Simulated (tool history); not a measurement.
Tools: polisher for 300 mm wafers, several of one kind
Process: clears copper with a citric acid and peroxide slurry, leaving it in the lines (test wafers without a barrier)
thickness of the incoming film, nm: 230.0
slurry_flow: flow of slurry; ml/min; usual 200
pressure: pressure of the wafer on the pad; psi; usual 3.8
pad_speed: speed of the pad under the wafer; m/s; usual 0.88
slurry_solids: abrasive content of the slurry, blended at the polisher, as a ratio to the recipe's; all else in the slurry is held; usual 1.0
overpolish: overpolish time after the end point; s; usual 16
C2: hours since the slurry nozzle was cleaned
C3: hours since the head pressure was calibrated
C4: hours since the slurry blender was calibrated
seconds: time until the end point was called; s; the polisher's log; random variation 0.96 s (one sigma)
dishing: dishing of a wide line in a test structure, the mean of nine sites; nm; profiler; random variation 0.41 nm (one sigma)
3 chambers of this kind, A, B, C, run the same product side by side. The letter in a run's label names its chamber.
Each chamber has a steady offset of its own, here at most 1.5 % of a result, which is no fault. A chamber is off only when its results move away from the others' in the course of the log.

{"hour": 2.3, "done": "chamber C: worn pad replaced by a new one"}
{"hour": 5.2, "done": "chamber B: worn pad replaced by a new one"}
{"run": "1C", "hour": 6.0, "slurry_flow": 200, "pressure": 3.8, "pad_speed": 0.88, "slurry_solids": 1.0, "overpolish": 16, "wafers polished on this pad": 38, "C2": 720.3, "C3": 277.6, "C4": 141.1, "seconds": 112.2, "dishing": 23.319}
{"run": "2B", "hour": 11.2, "slurry_flow": 200, "pressure": 3.8, "pad_speed": 0.88, "slurry_solids": 1.0, "overpolish": 16, "wafers polished on this pad": 62, "C2": 116.6, "C3": 658.2, "C4": 247.8, "seconds": 112.67, "dishing": 23.68}
{"run": "3A", "hour": 20.7, "slurry_flow": 200, "pressure": 3.8, "pad_speed": 0.88, "slurry_solids": 1.0, "overpolish": 16, "wafers polished on this pad": 950, "C2": 199.0, "C3": 581.8, "C4": 89.7, "seconds": 111.28, "dishing": 23.614}
{"run": "4C", "hour": 26.0, "slurry_flow": 200, "pressure": 3.8, "pad_speed": 0.88, "slurry_solids": 1.0, "overpolish": 16, "wafers polished on this pad": 243, "C2": 740.3, "C3": 297.6, "C4": 161.1, "seconds": 112.68, "dishing": 23.571}
{"run": "5A", "hour": 35.2, "slurry_flow": 200, "pressure": 3.8, "pad_speed": 0.88, "slurry_solids": 1.0, "overpolish": 16, "wafers polished on this pad": 1099, "C2": 213.5, "C3": 596.3, "C4": 104.2, "seconds": 112.36, "dishing": 23.903}
{"run": "6B", "hour": 42.2, "slurry_flow": 200, "pressure": 3.8, "pad_speed": 0.88, "slurry_solids": 1.0, "overpolish": 20, "wafers polished on this pad": 380, "C2": 147.6, "C3": 689.2, "C4": 278.8, "seconds": 110.66, "dishing": 28.896}
{"hour": 42.3, "done": "chamber A: worn pad replaced by a new one"}
{"run": "7A", "hour": 49.1, "slurry_flow": 200, "pressure": 3.8, "pad_speed": 0.88, "slurry_solids": 1.0, "overpolish": 20, "wafers polished on this pad": 70, "C2": 227.4, "C3": 610.2, "C4": 118.1, "seconds": 112.11, "dishing": 30.855}
{"run": "8B", "hour": 55.5, "slurry_flow": 200, "pressure": 3.8, "pad_speed": 0.88, "slurry_solids": 1.0, "overpolish": 20, "wafers polished on this pad": 517, "C2": 160.9, "C3": 702.5, "C4": 292.1, "seconds": 112.19, "dishing": 28.604}
{"run": "9C", "hour": 66.1, "slurry_flow": 200, "pressure": 3.8, "pad_speed": 0.88, "slurry_solids": 1.0, "overpolish": 16, "wafers polished on this pad": 655, "C2": 780.4, "C3": 337.7, "C4": 201.2, "seconds": 111.88, "dishing": 24.433}
{"hour": 67.4, "done": "chamber C: worn pad replaced by a new one"}
{"hour": 71.7, "done": "chamber B: worn pad replaced by a new one"}
{"run": "10C", "hour": 75.4, "slurry_flow": 200, "pressure": 3.8, "pad_speed": 0.88, "slurry_solids": 1.0, "overpolish": 16, "wafers polished on this pad": 82, "C2": 789.7, "C3": 347.0, "C4": 210.5, "seconds": 112.62, "dishing": 23.756}
{"run": "11A", "hour": 83.4, "slurry_flow": 230, "pressure": 3.8, "pad_speed": 0.88, "slurry_solids": 1.1, "overpolish": 16, "wafers polished on this pad": 422, "C2": 261.7, "C3": 644.5, "C4": 152.4, "seconds": 107.39, "dishing": 24.772}
{"run": "12B", "hour": 91.6, "slurry_flow": 230, "pressure": 3.8, "pad_speed": 0.88, "slurry_solids": 1.1, "overpolish": 16, "wafers polished on this pad": 205, "C2": 197.0, "C3": 738.6, "C4": 328.2, "seconds": 106.94, "dishing": 24.778}
{"hour": 100.4, "done": "chamber B: head pressure recalibrated"}
{"run": "13B", "hour": 102.3, "slurry_flow": 230, "pressure": 3.8, "pad_speed": 0.88, "slurry_solids": 1.1, "overpolish": 16, "wafers polished on this pad": 314, "C2": 207.7, "C3": 1.9, "C4": 338.9, "seconds": 108.56, "dishing": 24.585}
{"run": "14A", "hour": 107.7, "slurry_flow": 200, "pressure": 3.8, "pad_speed": 0.88, "slurry_solids": 1.0, "overpolish": 16, "wafers polished on this pad": 672, "C2": 286.0, "C3": 668.8, "C4": 176.7, "seconds": 110.35, "dishing": 24.326}
{"run": "15C", "hour": 113.4, "slurry_flow": 240, "pressure": 3.8, "pad_speed": 0.88, "slurry_solids": 1.0, "overpolish": 16, "wafers polished on this pad": 472, "C2": 827.7, "C3": 385.0, "C4": 248.5, "seconds": 111.07, "dishing": 24.471}
{"run": "16A", "hour": 119.8, "slurry_flow": 240, "pressure": 3.8, "pad_speed": 0.88, "slurry_solids": 1.0, "overpolish": 16, "wafers polished on this pad": 796, "C2": 298.1, "C3": 680.9, "C4": 188.8, "seconds": 107.72, "dishing": 24.469}
{"run": "17C", "hour": 128.1, "slurry_flow": 240, "pressure": 3.8, "pad_speed": 0.88, "slurry_solids": 1.0, "overpolish": 16, "wafers polished on this pad": 623, "C2": 842.4, "C3": 399.7, "C4": 263.2, "seconds": 110.22, "dishing": 23.465}
{"run": "18B", "hour": 135.1, "slurry_flow": 200, "pressure": 3.8, "pad_speed": 0.88, "slurry_solids": 1.0, "overpolish": 16, "wafers polished on this pad": 651, "C2": 240.5, "C3": 34.7, "C4": 371.7, "seconds": 112.13, "dishing": 23.213}
{"hour": 139.3, "done": "chamber C: slurry nozzle cleaned"}
{"hour": 142.4, "done": "chamber C: worn pad replaced by a new one"}
{"hour": 145.3, "done": "chamber A: slurry blender recalibrated"}
{"run": "19B", "hour": 145.8, "slurry_flow": 200, "pressure": 3.8, "pad_speed": 0.88, "slurry_solids": 1.0, "overpolish": 16, "wafers polished on this pad": 761, "C2": 251.2, "C3": 45.4, "C4": 382.4, "seconds": 111.16, "dishing": 23.384}
{"run": "20C", "hour": 156.4, "slurry_flow": 200, "pressure": 3.8, "pad_speed": 0.88, "slurry_solids": 1.0, "overpolish": 16, "wafers polished on this pad": 144, "C2": 17.1, "C3": 428.0, "C4": 291.5, "seconds": 111.75, "dishing": 24.143}
{"hour": 156.8, "done": "chamber B: worn pad replaced by a new one"}
{"run": "21A", "hour": 162.1, "slurry_flow": 200, "pressure": 3.8, "pad_speed": 0.88, "slurry_solids": 1.0, "overpolish": 16, "wafers polished on this pad": 1230, "C2": 340.4, "C3": 723.2, "C4": 16.8, "seconds": 108.26, "dishing": 24.508}
{"run": "22C", "hour": 169.0, "slurry_flow": 200, "pressure": 3.8, "pad_speed": 0.88, "slurry_solids": 1.0, "overpolish": 16, "wafers polished on this pad": 274, "C2": 29.7, "C3": 440.6, "C4": 304.1, "seconds": 113.15, "dishing": 24.63}
{"hour": 174.3, "done": "chamber A: worn pad replaced by a new one"}
{"run": "23A", "hour": 179.7, "slurry_flow": 200, "pressure": 3.8, "pad_speed": 0.88, "slurry_solids": 1.0, "overpolish": 16, "wafers polished on this pad": 55, "C2": 358.0, "C3": 740.8, "C4": 34.4, "seconds": 108.37, "dishing": 25.231}
{"run": "24B", "hour": 185.1, "slurry_flow": 200, "pressure": 3.8, "pad_speed": 0.88, "slurry_solids": 1.1, "overpolish": 24, "wafers polished on this pad": 290, "C2": 290.5, "C3": 84.7, "C4": 421.7, "seconds": 110.75, "dishing": 34.458}
{"run": "25C", "hour": 192.2, "slurry_flow": 200, "pressure": 3.8, "pad_speed": 0.88, "slurry_solids": 1.1, "overpolish": 24, "wafers polished on this pad": 512, "C2": 52.9, "C3": 463.8, "C4": 327.3, "seconds": 109.9, "dishing": 35.69}
{"run": "26A", "hour": 199.1, "slurry_flow": 200, "pressure": 3.8, "pad_speed": 0.88, "slurry_solids": 1.1, "overpolish": 24, "wafers polished on this pad": 254, "C2": 377.4, "C3": 760.2, "C4": 53.8, "seconds": 104.05, "dishing": 36.311}
{"run": "27B", "hour": 204.1, "slurry_flow": 240, "pressure": 3.8, "pad_speed": 0.74, "slurry_solids": 1.0, "overpolish": 16, "wafers polished on this pad": 485, "C2": 309.5, "C3": 103.7, "C4": 440.7, "seconds": 129.41, "dishing": 19.938}
{"hour": 208.3, "done": "chamber C: worn pad replaced by a new one"}
{"run": "28C", "hour": 210.4, "slurry_flow": 240, "pressure": 3.8, "pad_speed": 0.74, "slurry_solids": 1.0, "overpolish": 16, "wafers polished on this pad": 22, "C2": 71.1, "C3": 482.0, "C4": 345.5, "seconds": 130.57, "dishing": 20.231}
{"hour": 220.6, "done": "chamber B: slurry blender recalibrated"}
{"run": "29A", "hour": 220.8, "slurry_flow": 240, "pressure": 3.8, "pad_speed": 0.74, "slurry_solids": 1.0, "overpolish": 16, "wafers polished on this pad": 477, "C2": 399.1, "C3": 781.9, "C4": 75.5, "seconds": 121.97, "dishing": 22.198}
{"run": "30B", "hour": 228.6, "slurry_flow": 180, "pressure": 3.8, "pad_speed": 0.88, "slurry_solids": 1.0, "overpolish": 16, "wafers polished on this pad": 737, "C2": 334.0, "C3": 128.2, "C4": 8.0, "seconds": 114.33, "dishing": 23.339}
{"hour": 229.0, "done": "chamber B: worn pad replaced by a new one"}
{"run": "31B", "hour": 237.5, "slurry_flow": 180, "pressure": 3.8, "pad_speed": 0.88, "slurry_solids": 1.0, "overpolish": 16, "wafers polished on this pad": 87, "C2": 342.9, "C3": 137.1, "C4": 16.9, "seconds": 114.78, "dishing": 23.119}
{"run": "32C", "hour": 242.4, "slurry_flow": 180, "pressure": 3.8, "pad_speed": 0.88, "slurry_solids": 1.0, "overpolish": 16, "wafers polished on this pad": 350, "C2": 103.1, "C3": 514.0, "C4": 377.5, "seconds": 114.88, "dishing": 23.231}
{"run": "33A", "hour": 249.9, "slurry_flow": 200, "pressure": 3.8, "pad_speed": 0.88, "slurry_solids": 1.0, "overpolish": 16, "wafers polished on this pad": 776, "C2": 428.2, "C3": 811.0, "C4": 104.6, "seconds": 105.73, "dishing": 25.033}
{"run": "34A", "hour": 260.1, "slurry_flow": 200, "pressure": 3.8, "pad_speed": 0.88, "slurry_solids": 1.0, "overpolish": 16, "wafers polished on this pad": 881, "C2": 438.4, "C3": 821.2, "C4": 114.8, "seconds": 105.99, "dishing": 24.617}
{"run": "35C", "hour": 270.0, "slurry_flow": 200, "pressure": 3.8, "pad_speed": 0.88, "slurry_solids": 1.0, "overpolish": 16, "wafers polished on this pad": 634, "C2": 130.7, "C3": 541.6, "C4": 405.1, "seconds": 114.68, "dishing": 24.014}
{"hour": 279.5, "done": "chamber A: worn pad replaced by a new one"}
{"run": "36B", "hour": 280.1, "slurry_flow": 200, "pressure": 3.8, "pad_speed": 0.88, "slurry_solids": 1.0, "overpolish": 16, "wafers polished on this pad": 525, "C2": 385.5, "C3": 179.7, "C4": 59.5, "seconds": 110.41, "dishing": 23.201}
{"hour": 284.1, "done": "chamber C: worn pad replaced by a new one"}
{"run": "37A", "hour": 285.4, "slurry_flow": 200, "pressure": 3.8, "pad_speed": 0.88, "slurry_solids": 1.0, "overpolish": 16, "wafers polished on this pad": 60, "C2": 463.7, "C3": 846.5, "C4": 140.1, "seconds": 105.71, "dishing": 25.257}
{"run": "38B", "hour": 291.9, "slurry_flow": 200, "pressure": 3.8, "pad_speed": 0.88, "slurry_solids": 1.0, "overpolish": 16, "wafers polished on this pad": 646, "C2": 397.3, "C3": 191.5, "C4": 71.3, "seconds": 111.42, "dishing": 23.517}
{"run": "39C", "hour": 298.4, "slurry_flow": 200, "pressure": 3.8, "pad_speed": 0.88, "slurry_solids": 1.0, "overpolish": 16, "wafers polished on this pad": 146, "C2": 159.1, "C3": 570.0, "C4": 433.5, "seconds": 111.5, "dishing": 24.343}
{"run": "40B", "hour": 308.0, "slurry_flow": 200, "pressure": 3.8, "pad_speed": 0.88, "slurry_solids": 1.0, "overpolish": 16, "wafers polished on this pad": 812, "C2": 413.4, "C3": 207.6, "C4": 87.4, "seconds": 112.95, "dishing": 23.396}
{"run": "41A", "hour": 317.6, "slurry_flow": 200, "pressure": 3.8, "pad_speed": 0.88, "slurry_solids": 1.0, "overpolish": 16, "wafers polished on this pad": 391, "C2": 495.9, "C3": 878.7, "C4": 172.3, "seconds": 105.9, "dishing": 24.763}
{"hour": 325.4, "done": "chamber C: slurry blender recalibrated"}
{"run": "42C", "hour": 327.8, "slurry_flow": 155, "pressure": 3.8, "pad_speed": 0.6, "slurry_solids": 1.0, "overpolish": 16, "wafers polished on this pad": 448, "C2": 188.5, "C3": 599.4, "C4": 2.4, "seconds": 170.91, "dishing": 16.77}
{"run": "43C", "hour": 333.9, "slurry_flow": 155, "pressure": 3.8, "pad_speed": 0.6, "slurry_solids": 1.0, "overpolish": 16, "wafers polished on this pad": 511, "C2": 194.6, "C3": 605.5, "C4": 8.5, "seconds": 168.6, "dishing": 16.904}

All 3 chambers run these settings next. Forecast each chamber's results:
{"run": "44A", "hour": 341.7, "slurry_flow": 200, "pressure": 3.8, "pad_speed": 0.88, "slurry_solids": 1.0, "overpolish": 16, "seconds": "?", "dishing": "?"}
{"run": "44B", "hour": 341.7, "slurry_flow": 200, "pressure": 3.8, "pad_speed": 0.88, "slurry_solids": 1.0, "overpolish": 16, "seconds": "?", "dishing": "?"}
{"run": "44C", "hour": 341.7, "slurry_flow": 200, "pressure": 3.8, "pad_speed": 0.88, "slurry_solids": 1.0, "overpolish": 16, "seconds": "?", "dishing": "?"}

run=44A seconds=104.65 dishing=25.177
run=44B seconds=110.53 dishing=23.519
run=44C seconds=113.96 dishing=24.158
